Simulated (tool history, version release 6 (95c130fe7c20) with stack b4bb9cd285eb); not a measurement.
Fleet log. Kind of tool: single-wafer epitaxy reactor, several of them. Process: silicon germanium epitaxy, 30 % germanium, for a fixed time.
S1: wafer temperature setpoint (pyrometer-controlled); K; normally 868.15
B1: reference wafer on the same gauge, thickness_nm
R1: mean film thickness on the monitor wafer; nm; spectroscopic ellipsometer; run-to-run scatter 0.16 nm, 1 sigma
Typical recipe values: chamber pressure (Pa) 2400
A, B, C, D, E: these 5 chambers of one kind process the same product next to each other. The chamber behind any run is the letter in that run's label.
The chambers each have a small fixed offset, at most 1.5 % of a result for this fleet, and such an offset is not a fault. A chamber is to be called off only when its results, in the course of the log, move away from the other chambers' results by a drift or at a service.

Run 1C, hour 6.2: usual settings; B1 47.992. Result: R1 52.421 nm.
Run 2D, hour 15.3: usual settings; B1 48.050. Result: R1 51.564 nm.
Run 3A, hour 23.3: usual settings; B1 47.997. Result: R1 51.980 nm.
Run 4E, hour 30.1: usual settings; B1 47.983. Result: R1 52.281 nm.
Run 5B, hour 38.6: usual settings; B1 47.966. Result: R1 51.311 nm.
Run 6E, hour 46.8: usual settings; B1 48.002. Result: R1 51.737 nm.
Run 7A, hour 52.8: usual settings; B1 47.998. Result: R1 51.982 nm.
Run 8C, hour 57.7: usual settings; B1 48.029. Result: R1 52.281 nm.
Run 9B, hour 64.0: usual settings; B1 48.009. Result: R1 51.588 nm.
Run 10D, hour 70.0: usual settings; B1 47.988. Result: R1 51.562 nm.
Run 11E, hour 75.7: usual settings; B1 48.004. Result: R1 52.069 nm.
Run 12D, hour 82.4: usual settings; B1 47.973. Result: R1 51.361 nm.
Run 13A, hour 89.8: usual settings; B1 48.037. Result: R1 52.140 nm.
At hour 92.9: chamber A: pyrometer calibrated.
Run 14B, hour 100.6: usual settings; B1 48.020. Result: R1 51.740 nm.
Run 15C, hour 107.1: usual settings; B1 48.048. Result: R1 52.357 nm.
Run 16B, hour 113.4: usual settings; B1 47.998. Result: R1 51.560 nm.
Run 17D, hour 122.4: usual settings; B1 48.017. Result: R1 51.586 nm.
Run 18C, hour 130.4: usual settings; B1 48.010. Result: R1 52.246 nm.
Run 19A, hour 138.8: usual settings; B1 48.015. Result: R1 52.160 nm.
Run 20E, hour 147.7: usual settings; B1 47.992. Result: R1 51.650 nm.
Run 21B, hour 153.0: usual settings; B1 48.017. Result: R1 51.515 nm.
Run 22A, hour 159.2: usual settings; B1 48.000. Result: R1 51.939 nm.
At hour 165.0: chamber D: capacitance manometer re-zeroed and calibrated.
Run 23E, hour 165.2: usual settings; B1 48.036. Result: R1 51.430 nm.
Run 24D, hour 173.4: usual settings; B1 47.983. Result: R1 51.544 nm.
Run 25C, hour 183.7: usual settings; B1 48.015. Result: R1 52.000 nm.
Run 26D, hour 194.4: usual settings; B1 47.979. Result: R1 51.492 nm.
Run 27B, hour 203.4: usual settings but S1 876.15 K, chamber pressure (Pa) 1960; B1 48.031. Result: R1 55.234 nm.
Run 28C, hour 210.3: usual settings but S1 876.15 K, chamber pressure (Pa) 1960; B1 47.969. Result: R1 55.947 nm.
Run 29E, hour 219.3: usual settings but S1 876.15 K, chamber pressure (Pa) 1960; B1 48.064. Result: R1 54.679 nm.
Run 30A, hour 227.9: usual settings but S1 876.15 K, chamber pressure (Pa) 1960; B1 47.990. Result: R1 55.201 nm.
Run 31B, hour 236.6: usual settings but S1 876.15 K, chamber pressure (Pa) 1960; B1 47.986. Result: R1 55.160 nm.
Run 32A, hour 241.9: usual settings; B1 48.005. Result: R1 52.303 nm.
At hour 248.4: chamber A: capacitance manometer re-zeroed and calibrated.
Run 33E, hour 249.3: usual settings; B1 48.027. Result: R1 50.875 nm.
Run 34C, hour 254.2: usual settings; B1 48.004. Result: R1 52.290 nm.
Run 35D, hour 263.6: usual settings; B1 47.955. Result: R1 51.467 nm.
Run 36A, hour 270.4: usual settings; B1 47.972. Result: R1 52.127 nm.
Run 37D, hour 280.8: usual settings; B1 47.993. Result: R1 51.594 nm.
Run 38E, hour 286.9: usual settings; B1 48.023. Result: R1 50.544 nm.

The same settings go to every chamber for the next run, one line per chamber below. Forecast the results for each:
Run 39A, hour 294.8: usual settings. Result: R1 ?.
Run 39B, hour 294.8: usual settings. Result: R1 ?.
Run 39C, hour 294.8: usual settings. Result: R1 ?.
Run 39D, hour 294.8: usual settings. Result: R1 ?.
Run 39E, hour 294.8: usual settings. Result: R1 ?.

run      R1
39A  52.009
39B  51.360
39C  52.356
39D  51.596
39E  50.838
